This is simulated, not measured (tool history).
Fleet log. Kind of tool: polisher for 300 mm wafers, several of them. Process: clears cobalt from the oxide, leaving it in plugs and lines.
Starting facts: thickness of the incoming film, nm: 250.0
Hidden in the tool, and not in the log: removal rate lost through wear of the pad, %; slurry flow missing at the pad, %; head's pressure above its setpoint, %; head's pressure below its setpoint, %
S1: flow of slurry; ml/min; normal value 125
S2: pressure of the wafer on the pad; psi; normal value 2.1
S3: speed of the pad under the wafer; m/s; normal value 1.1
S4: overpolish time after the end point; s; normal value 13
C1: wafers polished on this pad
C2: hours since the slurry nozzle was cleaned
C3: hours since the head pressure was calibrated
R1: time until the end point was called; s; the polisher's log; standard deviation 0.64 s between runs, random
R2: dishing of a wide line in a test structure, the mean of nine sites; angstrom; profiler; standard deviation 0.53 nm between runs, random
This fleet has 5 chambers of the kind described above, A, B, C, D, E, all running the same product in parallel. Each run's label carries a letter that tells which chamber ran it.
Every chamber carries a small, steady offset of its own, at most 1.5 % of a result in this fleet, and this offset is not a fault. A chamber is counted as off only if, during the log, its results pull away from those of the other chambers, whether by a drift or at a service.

run,day,S1,S2,S3,S4,C1,C2,C3,R1,R2
# day 0.058: chamber B: worn pad replaced by a new one
# day 0.167: chamber A: slurry nozzle cleaned
1A,0.417,125,2.1,1.1,13,703,6.0,635.4,46.687,386.70
2B,0.721,125,2.1,1.1,13,120,59.2,113.0,48.192,403.47
3C,1.192,125,2.1,1.1,13,598,301.3,178.2,47.085,393.24
4D,1.617,125,2.1,1.1,13,477,295.8,615.7,47.383,398.28
5E,1.929,125,2.1,1.1,8,704,637.6,830.8,47.289,300.79
6D,2.467,125,2.1,1.1,8,632,316.2,636.1,47.768,292.69
# day 2.633: chamber A: worn pad replaced by a new one
7C,2.888,125,2.1,1.1,8,906,342.0,218.9,47.200,287.53
8A,3.142,125,2.1,1.1,8,92,71.4,700.8,48.060,295.16
9E,3.692,125,2.1,1.1,8,1025,679.9,873.1,46.986,292.51
10B,4.183,125,2.1,1.1,13,751,142.3,196.1,46.415,400.70
11C,4.488,125,2.1,1.1,13,1197,380.4,257.3,47.417,386.56
# day 4.883: chamber D: worn pad replaced by a new one
12B,4.942,125,2.1,1.1,13,889,160.5,214.3,48.874,383.04
13D,5.225,125,2.1,1.1,13,62,382.4,702.3,48.032,399.38
14E,5.679,125,2.1,1.1,13,1386,727.6,920.8,47.595,391.91
15A,6.021,125,2.1,1.1,13,616,140.5,769.9,46.738,399.68
16B,6.408,125,2.1,1.1,13,1155,195.7,249.5,47.960,393.59
# day 6.417: chamber C: slurry nozzle cleaned
# day 6.683: chamber E: worn pad replaced by a new one
17E,6.921,125,2.1,1.1,13,43,757.4,950.6,47.888,389.86
18D,7.462,125,2.1,1.1,13,469,436.1,756.0,47.461,402.30
19C,7.804,125,2.1,1.1,13,1801,33.3,336.9,49.216,383.22
# day 8.012: chamber B: worn pad replaced by a new one
20A,8.067,125,2.1,1.1,13,988,189.6,819.0,46.692,389.80
# day 8.429: chamber E: head pressure recalibrated
21B,8.475,125,2.1,1.1,13,84,245.3,299.1,47.559,394.08
# day 8.558: chamber A: worn pad replaced by a new one
# day 8.567: chamber E: slurry nozzle cleaned
22D,8.892,125,2.1,1.1,13,729,470.4,790.3,48.193,401.41
# day 9.117: chamber B: slurry nozzle cleaned
23A,9.138,125,2.1,1.1,13,105,215.3,844.7,47.612,401.02
# day 9.162: chamber D: slurry nozzle cleaned
24E,9.500,125,2.1,1.1,13,513,22.5,25.8,46.925,385.88
25C,9.738,125,2.1,1.1,13,2153,79.7,383.3,49.989,379.06
26E,9.979,125,2.1,1.1,13,600,34.0,37.3,47.844,390.66
27B,10.471,125,2.1,1.1,13,447,32.6,347.0,46.792,398.26
28C,10.842,125,2.1,1.1,13,2354,106.2,409.8,50.662,361.66
29A,11.188,125,2.1,1.1,13,478,264.5,893.9,47.349,388.70
# day 11.296: chamber D: worn pad replaced by a new one
30D,11.738,125,2.1,1.1,13,80,61.8,858.6,47.062,397.96
31B,12.017,125,2.1,1.1,13,729,69.7,384.1,47.848,388.28
32A,12.321,125,2.1,1.1,13,684,291.7,921.1,46.926,394.55
33C,12.608,125,2.1,1.1,13,2675,148.6,452.2,51.738,375.88

What goes on in this fleet: one chamber off, a drifting gauge, or nothing beyond the chambers' own small offsets? Name the chamber and the cause, if any.

It is chamber C that slowly wanders off from its peers.
Likeliest cause: removal rate lost through wear of the pad, % = 10.4.
The log might look much the same if the cause were instead: head's pressure below its setpoint, %.

Below are 4 candidate recipes for chamber C's next run, each the usual settings with a change, their results shown as question marks. Which of them brings C's results back in line with what the other chambers give on the usual settings?
In line here means within this much of the mean the other chambers give on the usual settings: R1 2.300 s; R2 19.00 angstrom
34C-1,13.000,125,2.3,1.20,14,,,,?,?
34C-2,13.000,125,2.2,1.16,13,,,,?,?
34C-3,13.000,125,1.9,1.00,13,,,,?,?
34C-4,13.000,125,2.0,1.04,13,,,,?,?

The other chambers' mean on the usual settings: R1 47.324 s; R2 394.46 angstrom
run,R1,R2
34C-1,43.627,420.53
34C-2,47.165,391.05
34C-3,63.276,331.99
34C-4,57.830,350.18
The answer is 34C-2, which returns the chamber to within the allowed miss of the others.

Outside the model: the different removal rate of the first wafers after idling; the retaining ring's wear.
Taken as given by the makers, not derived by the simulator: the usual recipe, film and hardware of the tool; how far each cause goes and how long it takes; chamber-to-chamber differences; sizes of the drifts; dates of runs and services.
